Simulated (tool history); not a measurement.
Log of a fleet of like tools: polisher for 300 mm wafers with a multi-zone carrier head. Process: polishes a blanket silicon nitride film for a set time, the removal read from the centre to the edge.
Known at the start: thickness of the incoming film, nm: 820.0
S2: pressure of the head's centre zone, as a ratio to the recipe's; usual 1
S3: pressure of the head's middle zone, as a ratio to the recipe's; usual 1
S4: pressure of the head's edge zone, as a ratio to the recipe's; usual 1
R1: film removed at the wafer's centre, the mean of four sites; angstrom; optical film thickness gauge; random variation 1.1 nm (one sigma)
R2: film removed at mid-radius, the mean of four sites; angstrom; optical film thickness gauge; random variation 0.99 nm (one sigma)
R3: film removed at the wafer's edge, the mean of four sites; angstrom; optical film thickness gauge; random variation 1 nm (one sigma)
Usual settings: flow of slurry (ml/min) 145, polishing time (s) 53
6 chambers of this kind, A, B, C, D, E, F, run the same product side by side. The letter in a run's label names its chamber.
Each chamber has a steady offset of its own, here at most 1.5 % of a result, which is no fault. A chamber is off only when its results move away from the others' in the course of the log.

{"day": 0.092, "done": "chamber C: edge zone pressure recalibrated"}
{"run": "1D", "day": 0.183, "flow of slurry (ml/min)": 145, "S2": 1, "S3": 1, "S4": 1, "polishing time (s)": 53, "R1": 747.37, "R2": 747.1, "R3": 764.08}
{"day": 0.229, "done": "chamber A: worn pad replaced by a new one"}
{"day": 0.388, "done": "chamber E: worn pad replaced by a new one"}
{"run": "2F", "day": 0.408, "flow of slurry (ml/min)": 145, "S2": 1, "S3": 1, "S4": 1, "polishing time (s)": 53, "R1": 723.31, "R2": 757.4, "R3": 772.26}
{"run": "3A", "day": 0.746, "flow of slurry (ml/min)": 145, "S2": 1, "S3": 1, "S4": 1, "polishing time (s)": 53, "R1": 770.71, "R2": 767.09, "R3": 741.46}
{"run": "4B", "day": 1.096, "flow of slurry (ml/min)": 145, "S2": 1, "S3": 1, "S4": 1, "polishing time (s)": 53, "R1": 741.57, "R2": 758.12, "R3": 738.72}
{"run": "5E", "day": 1.404, "flow of slurry (ml/min)": 145, "S2": 1, "S3": 1, "S4": 1, "polishing time (s)": 53, "R1": 736.94, "R2": 740.16, "R3": 760.23}
{"run": "6C", "day": 1.746, "flow of slurry (ml/min)": 145, "S2": 1, "S3": 1, "S4": 1, "polishing time (s)": 53, "R1": 735.9, "R2": 719.86, "R3": 737.29}
{"run": "7E", "day": 1.908, "flow of slurry (ml/min)": 145, "S2": 1, "S3": 0.93, "S4": 0.96, "polishing time (s)": 53, "R1": 725.28, "R2": 688.67, "R3": 717.94}
{"run": "8B", "day": 2.125, "flow of slurry (ml/min)": 145, "S2": 1, "S3": 0.93, "S4": 0.96, "polishing time (s)": 53, "R1": 739.74, "R2": 709.15, "R3": 739.91}
{"run": "9F", "day": 2.446, "flow of slurry (ml/min)": 145, "S2": 1, "S3": 0.93, "S4": 0.96, "polishing time (s)": 53, "R1": 747.69, "R2": 679.63, "R3": 732.56}
{"run": "10C", "day": 2.758, "flow of slurry (ml/min)": 145, "S2": 1, "S3": 0.93, "S4": 0.96, "polishing time (s)": 53, "R1": 734.33, "R2": 689.9, "R3": 732.27}
{"run": "11A", "day": 2.912, "flow of slurry (ml/min)": 145, "S2": 1, "S3": 0.93, "S4": 0.96, "polishing time (s)": 53, "R1": 757.1, "R2": 702.72, "R3": 737.56}
{"run": "12D", "day": 3.088, "flow of slurry (ml/min)": 145, "S2": 1, "S3": 0.93, "S4": 0.96, "polishing time (s)": 53, "R1": 733.07, "R2": 690.89, "R3": 735.96}
{"run": "13D", "day": 3.296, "flow of slurry (ml/min)": 145, "S2": 1, "S3": 1, "S4": 1, "polishing time (s)": 53, "R1": 736.28, "R2": 726.31, "R3": 756.76}
{"run": "14F", "day": 3.533, "flow of slurry (ml/min)": 145, "S2": 1, "S3": 1, "S4": 1, "polishing time (s)": 53, "R1": 742.85, "R2": 752.62, "R3": 770.66}
{"day": 3.775, "done": "chamber C: worn pad replaced by a new one"}
{"day": 3.779, "done": "chamber B: edge zone pressure recalibrated"}
{"run": "15C", "day": 3.862, "flow of slurry (ml/min)": 145, "S2": 1, "S3": 1, "S4": 1, "polishing time (s)": 53, "R1": 721.23, "R2": 734.23, "R3": 733.51}
{"run": "16A", "day": 4.208, "flow of slurry (ml/min)": 145, "S2": 1, "S3": 1, "S4": 1, "polishing time (s)": 53, "R1": 744.06, "R2": 746.42, "R3": 735.49}
{"day": 4.367, "done": "chamber F: worn pad replaced by a new one"}
{"run": "17E", "day": 4.454, "flow of slurry (ml/min)": 145, "S2": 1, "S3": 1, "S4": 1, "polishing time (s)": 53, "R1": 752.8, "R2": 743.41, "R3": 751.92}
{"day": 4.712, "done": "chamber D: slurry nozzle cleaned"}
{"run": "18B", "day": 4.804, "flow of slurry (ml/min)": 145, "S2": 1, "S3": 0.96, "S4": 1, "polishing time (s)": 66, "R1": 929.71, "R2": 882.28, "R3": 918.76}
{"run": "19E", "day": 5.138, "flow of slurry (ml/min)": 145, "S2": 1, "S3": 0.96, "S4": 1, "polishing time (s)": 66, "R1": 935.89, "R2": 870.77, "R3": 912.63}
{"run": "20B", "day": 5.342, "flow of slurry (ml/min)": 145, "S2": 1, "S3": 0.96, "S4": 1, "polishing time (s)": 66, "R1": 907.22, "R2": 880.15, "R3": 905.91}
{"day": 5.346, "done": "chamber F: slurry nozzle cleaned"}
{"run": "21D", "day": 5.562, "flow of slurry (ml/min)": 145, "S2": 1, "S3": 0.96, "S4": 1, "polishing time (s)": 66, "R1": 927.1, "R2": 875.26, "R3": 924.95}
{"run": "22A", "day": 5.879, "flow of slurry (ml/min)": 145, "S2": 1, "S3": 0.96, "S4": 1, "polishing time (s)": 66, "R1": 928.3, "R2": 885.96, "R3": 919.89}
{"run": "23F", "day": 6.058, "flow of slurry (ml/min)": 145, "S2": 1, "S3": 0.96, "S4": 1, "polishing time (s)": 66, "R1": 925.36, "R2": 898.98, "R3": 931.01}
{"day": 6.317, "done": "chamber A: worn pad replaced by a new one"}
{"run": "24C", "day": 6.358, "flow of slurry (ml/min)": 145, "S2": 1, "S3": 1, "S4": 1, "polishing time (s)": 53, "R1": 733.04, "R2": 737.9, "R3": 739.09}
{"day": 6.375, "done": "chamber E: worn pad replaced by a new one"}
{"run": "25C", "day": 6.512, "flow of slurry (ml/min)": 145, "S2": 1.08, "S3": 1.08, "S4": 1, "polishing time (s)": 53, "R1": 811.3, "R2": 807.17, "R3": 745.65}
{"day": 6.642, "done": "chamber D: worn pad replaced by a new one"}
{"run": "26A", "day": 6.742, "flow of slurry (ml/min)": 145, "S2": 1.08, "S3": 1.08, "S4": 1, "polishing time (s)": 53, "R1": 817.86, "R2": 801.54, "R3": 751.43}
{"run": "27E", "day": 7.046, "flow of slurry (ml/min)": 145, "S2": 1.08, "S3": 1.08, "S4": 1, "polishing time (s)": 53, "R1": 818.34, "R2": 804.21, "R3": 742.09}
{"run": "28D", "day": 7.388, "flow of slurry (ml/min)": 145, "S2": 1.08, "S3": 1.08, "S4": 1, "polishing time (s)": 53, "R1": 811.44, "R2": 797.57, "R3": 747.93}
{"run": "29B", "day": 7.629, "flow of slurry (ml/min)": 145, "S2": 1.08, "S3": 1.08, "S4": 1, "polishing time (s)": 53, "R1": 764.32, "R2": 772.49, "R3": 708.94}
{"run": "30F", "day": 7.788, "flow of slurry (ml/min)": 145, "S2": 1.08, "S3": 1.08, "S4": 1, "polishing time (s)": 53, "R1": 806.95, "R2": 808.99, "R3": 742.46}
{"run": "31F", "day": 7.971, "flow of slurry (ml/min)": 145, "S2": 1, "S3": 1, "S4": 1, "polishing time (s)": 53, "R1": 753.87, "R2": 738.1, "R3": 764.94}
{"run": "32A", "day": 8.217, "flow of slurry (ml/min)": 145, "S2": 1, "S3": 1, "S4": 1, "polishing time (s)": 53, "R1": 756.36, "R2": 742.15, "R3": 756.67}
{"day": 8.354, "done": "chamber F: centre zone pressure recalibrated"}
{"run": "33D", "day": 8.4, "flow of slurry (ml/min)": 145, "S2": 1, "S3": 1, "S4": 1, "polishing time (s)": 53, "R1": 753.85, "R2": 746.02, "R3": 752.87}
{"run": "34C", "day": 8.604, "flow of slurry (ml/min)": 145, "S2": 1, "S3": 1, "S4": 1, "polishing time (s)": 53, "R1": 726.34, "R2": 747.07, "R3": 749.02}
{"run": "35E", "day": 8.833, "flow of slurry (ml/min)": 145, "S2": 1, "S3": 1, "S4": 1, "polishing time (s)": 53, "R1": 745.32, "R2": 739.82, "R3": 751.07}
{"day": 9.033, "done": "chamber A: slurry nozzle cleaned"}
{"run": "36B", "day": 9.129, "flow of slurry (ml/min)": 145, "S2": 1, "S3": 1, "S4": 1, "polishing time (s)": 53, "R1": 682.84, "R2": 690.16, "R3": 672.68}
{"run": "37B", "day": 9.283, "flow of slurry (ml/min)": 145, "S2": 1, "S3": 1, "S4": 1, "polishing time (s)": 53, "R1": 691.96, "R2": 694.56, "R3": 690.46}
{"run": "38A", "day": 9.438, "flow of slurry (ml/min)": 180, "S2": 1, "S3": 1, "S4": 1, "polishing time (s)": 53, "R1": 766.68, "R2": 787.45, "R3": 764.08}
{"run": "39E", "day": 9.696, "flow of slurry (ml/min)": 180, "S2": 1, "S3": 1, "S4": 1, "polishing time (s)": 53, "R1": 786.07, "R2": 769.9, "R3": 762.51}
{"run": "40D", "day": 9.962, "flow of slurry (ml/min)": 180, "S2": 1, "S3": 1, "S4": 1, "polishing time (s)": 53, "R1": 770.32, "R2": 752.83, "R3": 789.69}
{"run": "41C", "day": 10.271, "flow of slurry (ml/min)": 180, "S2": 1, "S3": 1, "S4": 1, "polishing time (s)": 53, "R1": 777.11, "R2": 774.93, "R3": 755.3}
{"day": 10.45, "done": "chamber C: worn pad replaced by a new one"}
{"run": "42F", "day": 10.546, "flow of slurry (ml/min)": 180, "S2": 1, "S3": 1, "S4": 1, "polishing time (s)": 53, "R1": 789, "R2": 786.37, "R3": 767.57}
{"run": "43F", "day": 10.888, "flow of slurry (ml/min)": 180, "S2": 1, "S3": 1, "S4": 1, "polishing time (s)": 53, "R1": 781.93, "R2": 790.13, "R3": 768.55}
{"run": "44C", "day": 11.067, "flow of slurry (ml/min)": 145, "S2": 1, "S3": 1, "S4": 1, "polishing time (s)": 53, "R1": 739.63, "R2": 761.78, "R3": 735.05}

What goes on in this fleet: one chamber off, a drifting gauge, or nothing beyond the chambers' own small offsets? Name the chamber and the cause, if any.

Chamber B drifts away from the others.
Cause: removal rate lost through wear of the pad, % = 10.8.
The log may not tell that from: slurry flow missing at the pad, %.

Here are 4 candidates for chamber B's next run, each the usual settings with a change, their results left as question marks. Which one brings its results back in line with what the others give on the usual settings?
In line means no further than this from the other chambers' mean on the usual settings: R1 38 angstrom; R2 34 angstrom; R3 35 angstrom
{"run": "45B-1", "day": 11.321, "flow of slurry (ml/min)": 150, "S2": 0.98, "S3": 1, "S4": 1.02, "polishing time (s)": 66, "R1": "?", "R2": "?", "R3": "?"}
{"run": "45B-2", "day": 11.321, "flow of slurry (ml/min)": 140, "S2": 1.01, "S3": 1, "S4": 0.98, "polishing time (s)": 42, "R1": "?", "R2": "?", "R3": "?"}
{"run": "45B-3", "day": 11.321, "flow of slurry (ml/min)": 145, "S2": 0.99, "S3": 1, "S4": 1.01, "polishing time (s)": 59, "R1": "?", "R2": "?", "R3": "?"}
{"run": "45B-4", "day": 11.321, "flow of slurry (ml/min)": 145, "S2": 1.01, "S3": 1, "S4": 0.99, "polishing time (s)": 47, "R1": "?", "R2": "?", "R3": "?"}

The other chambers' mean on the usual settings: R1 744.89 angstrom; R2 743.4 angstrom; R3 747.36 angstrom
run=45B-1 R1=828.25 R2=833.52 R3=842.57
run=45B-2 R1=536.48 R2=523.17 R3=520.08
run=45B-3 R1=743.16 R2=740.19 R3=745.81
run=45B-4 R1=605.15 R2=589.59 R3=588
45B-3 brings the chamber back in line.
